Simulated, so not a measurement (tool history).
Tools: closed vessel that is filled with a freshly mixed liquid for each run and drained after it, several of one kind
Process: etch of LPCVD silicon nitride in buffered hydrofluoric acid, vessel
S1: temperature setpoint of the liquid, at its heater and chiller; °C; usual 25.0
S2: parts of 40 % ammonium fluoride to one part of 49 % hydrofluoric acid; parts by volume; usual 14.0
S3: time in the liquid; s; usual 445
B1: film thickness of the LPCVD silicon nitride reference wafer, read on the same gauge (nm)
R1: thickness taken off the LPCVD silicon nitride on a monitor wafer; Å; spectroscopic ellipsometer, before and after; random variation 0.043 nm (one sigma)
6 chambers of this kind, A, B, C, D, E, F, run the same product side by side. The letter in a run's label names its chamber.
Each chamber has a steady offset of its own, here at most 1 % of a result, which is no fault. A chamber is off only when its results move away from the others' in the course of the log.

Run 1E, day 0.375: usual settings; B1 29.992. Result: R1 48.337 Å.
Run 2D, day 1.008: usual settings; B1 30.015. Result: R1 47.727 Å.
At day 1.042: chamber E: thermometer replaced.
Run 3F, day 1.425: usual settings; B1 29.997. Result: R1 47.325 Å.
Run 4B, day 1.983: usual settings; B1 30.007. Result: R1 47.981 Å.
Run 5C, day 2.329: usual settings but S2 16.0 parts by volume; B1 29.967. Result: R1 41.244 Å.
Run 6A, day 2.771: usual settings but S2 16.0 parts by volume; B1 29.997. Result: R1 42.164 Å.
Run 7F, day 3.350: usual settings but S2 16.0 parts by volume; B1 29.995. Result: R1 41.279 Å.
At day 3.462: chamber F: hydrofluoric acid flow meter replaced.
Run 8A, day 3.929: usual settings but S2 16.0 parts by volume; B1 29.991. Result: R1 41.443 Å.
Run 9E, day 4.321: usual settings but S2 16.0 parts by volume; B1 29.988. Result: R1 42.133 Å.
Run 10D, day 4.712: usual settings but S2 16.0 parts by volume; B1 30.002. Result: R1 41.866 Å.
Run 11B, day 5.017: usual settings but S1 21.5 °C; B1 30.013. Result: R1 39.525 Å.
Run 12C, day 5.367: usual settings but S1 21.5 °C; B1 29.996. Result: R1 38.579 Å.
Run 13F, day 5.796: usual settings but S1 21.5 °C; B1 29.989. Result: R1 39.025 Å.
Run 14E, day 6.483: usual settings but S1 21.5 °C; B1 30.000. Result: R1 39.440 Å.
Run 15A, day 7.071: usual settings but S1 21.5 °C; B1 30.013. Result: R1 39.337 Å.
Run 16C, day 7.667: usual settings but S1 21.5 °C; B1 30.009. Result: R1 38.838 Å.
Run 17D, day 8.204: usual settings but S2 17.5 parts by volume; B1 30.012. Result: R1 37.190 Å.
Run 18B, day 8.646: usual settings but S2 17.5 parts by volume; B1 30.008. Result: R1 37.962 Å.
Run 19F, day 9.117: usual settings but S2 17.5 parts by volume; B1 29.985. Result: R1 38.766 Å.
Run 20E, day 9.717: usual settings but S2 17.5 parts by volume; B1 29.960. Result: R1 38.354 Å.
Run 21D, day 10.192: usual settings but S2 17.5 parts by volume; B1 29.976. Result: R1 37.015 Å.
Run 22C, day 10.562: usual settings but S2 17.5 parts by volume; B1 30.003. Result: R1 38.073 Å.
Run 23B, day 11.150: usual settings; B1 29.989. Result: R1 47.109 Å.
Run 24A, day 11.758: usual settings but S1 22.5 °C, S3 575 s; B1 30.004. Result: R1 53.985 Å.
Run 25A, day 12.242: usual settings but S1 22.5 °C, S3 575 s; B1 29.983. Result: R1 53.841 Å.
Run 26F, day 12.875: usual settings but S1 22.5 °C, S3 575 s; B1 30.001. Result: R1 53.371 Å.
Run 27D, day 13.371: usual settings but S1 22.5 °C, S3 575 s; B1 29.988. Result: R1 51.333 Å.
Run 28E, day 13.954: usual settings but S1 22.5 °C, S3 575 s; B1 29.987. Result: R1 54.075 Å.
Run 29C, day 14.262: usual settings but S1 22.5 °C, S3 575 s; B1 29.989. Result: R1 52.991 Å.
Run 30B, day 14.562: usual settings; B1 29.999. Result: R1 48.061 Å.
Run 31E, day 15.150: usual settings; B1 30.042. Result: R1 47.605 Å.
At day 15.546: chamber B: hydrofluoric acid flow meter replaced.
Run 32C, day 15.754: usual settings but S3 665 s; B1 29.973. Result: R1 71.502 Å.
Run 33A, day 16.229: usual settings but S3 665 s; B1 29.986. Result: R1 70.433 Å.
Run 34D, day 16.850: usual settings but S3 665 s; B1 29.959. Result: R1 67.175 Å.
Run 35F, day 17.300: usual settings but S3 665 s; B1 29.989. Result: R1 71.499 Å.
Run 36B, day 17.638: usual settings but S3 665 s; B1 30.004. Result: R1 71.577 Å.
Run 37B, day 18.117: usual settings but S3 665 s; B1 29.978. Result: R1 70.413 Å.
Run 38A, day 18.696: usual settings; B1 29.988. Result: R1 47.615 Å.
Run 39C, day 19.279: usual settings; B1 29.985. Result: R1 47.861 Å.
Run 40D, day 19.592: usual settings but S1 28.0 °C; B1 30.007. Result: R1 51.347 Å.

What goes on in this fleet: one chamber off, a drifting gauge, or nothing beyond the chambers' own small offsets? Name the chamber and the cause, if any.

Chamber D drifts away from the others.
Cause: hydrofluoric acid flow below the setpoint (%) = 8.12.
The log may not tell that from: liquid colder than its thermometer reads (K).

Here are 4 candidates for chamber D's next run, each the usual settings with a change, their results left as question marks. Which one brings its results back in line with what the others give on the usual settings?
In line means no further than this from the other chambers' mean on the usual settings: R1 1.500 Å
Run 41D-1, day 20.083: usual settings but S2 14.5 parts by volume, S3 425 s. Result: R1 ?.
Run 41D-2, day 20.083: usual settings but S1 25.5 °C, S2 13.5 parts by volume. Result: R1 ?.
Run 41D-3, day 20.083: usual settings but S3 455 s. Result: R1 ?.
Run 41D-4, day 20.083: usual settings but S3 435 s. Result: R1 ?.

The other chambers' mean on the usual settings: R1 47.468 Å
  run      R1
41D-1  40.463
41D-2  46.709
41D-3  44.834
41D-4  42.863
41D-2 brings the chamber back in line.
